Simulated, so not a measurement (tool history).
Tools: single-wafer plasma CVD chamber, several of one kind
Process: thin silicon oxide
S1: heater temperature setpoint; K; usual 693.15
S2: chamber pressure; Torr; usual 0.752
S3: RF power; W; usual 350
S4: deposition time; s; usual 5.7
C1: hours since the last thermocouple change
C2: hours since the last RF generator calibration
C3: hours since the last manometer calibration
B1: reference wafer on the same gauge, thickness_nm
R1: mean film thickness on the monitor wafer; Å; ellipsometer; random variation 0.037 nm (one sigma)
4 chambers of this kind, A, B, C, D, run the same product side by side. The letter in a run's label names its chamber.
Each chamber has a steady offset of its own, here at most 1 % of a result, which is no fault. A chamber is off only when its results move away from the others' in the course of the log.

run   hour      S1     S2   S3   S4      C1      C2      C3      B1       R1
 1C    9.4  693.15  0.752  350  5.7   861.3   898.7  2192.7  11.106  102.540
 2B   17.8  693.15  0.752  350  5.7  2167.4  1595.3  1627.8  11.091  103.900
 3A   29.3  693.15  0.752  350  5.7   795.2  2456.7  1877.9  11.105  103.890
 4D   41.6  693.15  0.752  350  5.7   429.9   627.9   617.5  11.097  103.200
 5A   53.0  693.15  0.752  350  5.7   818.9  2480.4  1901.6  11.105  103.870
 6B   61.3  693.15  0.752  350  5.7  2210.9  1638.8  1671.3  11.101  103.510
 7C   67.9  693.15  0.752  350  5.7   919.8   957.2  2251.2  11.097  103.180
 8D   80.7  693.15  0.752  350  5.7   469.0   667.0   656.6  11.102  103.110
 9B   88.4  693.15  0.752  350  5.7  2238.0  1665.9  1698.4  11.089  102.620
      88.7  -- chamber A: RF generator calibrated
10D  101.5  693.15  0.613  350  5.7   489.8   687.8   677.4  11.097   82.983
11C  111.3  693.15  0.613  350  5.7   963.2  1000.6  2294.6  11.104   82.861
12A  118.6  693.15  0.613  350  5.7   884.5    29.9  1967.2  11.101   83.884
13A  126.2  693.15  0.613  350  5.7   892.1    37.5  1974.8  11.101   83.670
14C  134.2  693.15  0.752  350  5.7   986.1  1023.5  2317.5  11.099  103.240
     137.8  -- chamber C: thermocouple changed; heater temperature recalibrated
15D  146.9  693.15  0.752  350  5.7   535.2   733.2   722.8  11.094  102.960
16B  160.5  693.15  0.752  350  5.7  2310.1  1738.0  1770.5  11.099  102.880
     166.5  -- chamber B: capacitance manometer re-zeroed and calibrated
17A  169.9  693.15  0.752  350  5.7   935.8    81.2  2018.5  11.100  104.440
18D  178.9  693.15  0.752  350  5.7   567.2   765.2   754.8  11.090  103.300
19C  192.0  693.15  0.752  350  5.7    54.3  1081.3  2375.3  11.086  102.670
20B  203.0  693.15  0.752  350  5.7  2352.6  1780.5    36.6  11.095  100.110
21B  212.2  693.15  0.752  350  5.7  2361.8  1789.7    45.8  11.100   99.317
     217.6  -- chamber C: capacitance manometer re-zeroed and calibrated
22A  224.4  693.15  0.752  305  5.7   990.3   135.7  2073.0  11.109   98.644
23D  238.1  693.15  0.752  305  5.7   626.4   824.4   814.0  11.096   97.100
24C  249.6  693.15  0.752  305  5.7   111.9  1138.9    32.1  11.097   97.032
25B  261.2  693.15  0.752  305  5.7  2410.8  1838.7    94.8  11.102   94.363
26C  272.1  693.15  0.752  350  5.7   134.4  1161.4    54.6  11.101  103.270
     278.9  -- chamber B: thermocouple changed; heater temperature recalibrated
27D  284.0  693.15  0.752  350  5.7   672.3   870.3   859.9  11.092  103.100
28A  290.2  693.15  0.752  350  5.7  1056.1   201.5  2138.8  11.099  104.240
29C  299.6  693.15  0.752  350  5.7   161.9  1188.9    82.1  11.090  103.110
30A  307.1  693.15  0.752  350  5.7  1073.0   218.4  2155.7  11.102  104.720
     312.1  -- chamber D: RF generator calibrated
31B  315.6  693.15  0.752  350  5.7    36.7  1893.1   149.2  11.099  100.020
32D  324.8  693.15  0.935  350  6.2   713.1    12.8   900.7  11.091  136.250
33D  331.3  693.15  0.935  350  6.2   719.6    19.3   907.2  11.104  136.450
34C  344.1  693.15  0.935  350  6.2   206.4  1233.4   126.6  11.097  136.160
35B  354.8  693.15  0.935  350  6.2    75.9  1932.3   188.4  11.096  133.180
36A  362.3  693.15  0.752  350  5.7  1128.2   273.6  2210.9  11.088  104.330
37C  374.1  693.15  0.752  350  5.7   236.4  1263.4   156.6  11.103  103.180
38B  387.1  693.15  0.752  350  5.7   108.2  1964.6   220.7  11.095   99.916
39A  398.4  693.15  0.752  350  5.7  1164.3   309.7  2247.0  11.092  104.400

Is one chamber off against the others, does the gauge drift, or is nothing wrong? If a chamber is off, say which, and what the likeliest cause is.

A service left chamber B off against the others.
Cause: true pressure below the setpoint (%) = 3.25.

Here are 4 candidates for chamber B's next run, each the usual settings with a change, their results left as question marks. Which one brings its results back in line with what the others give on the usual settings?
In line means no further than this from the other chambers' mean on the usual settings: R1 1.300 Å
40B-1  408.4  693.15  0.767  350  5.77                   ?
40B-2  408.4  693.15  0.752  350  5.51                   ?
40B-3  408.4  693.15  0.745  350  5.70                   ?
40B-4  408.4  693.15  0.752  360  5.70                   ?

The other chambers' mean on the usual settings: R1 103.420 Å
  run       R1
40B-1  103.260
40B-2   96.592
40B-3   98.941
40B-4  100.990
40B-1 brings the chamber back in line.

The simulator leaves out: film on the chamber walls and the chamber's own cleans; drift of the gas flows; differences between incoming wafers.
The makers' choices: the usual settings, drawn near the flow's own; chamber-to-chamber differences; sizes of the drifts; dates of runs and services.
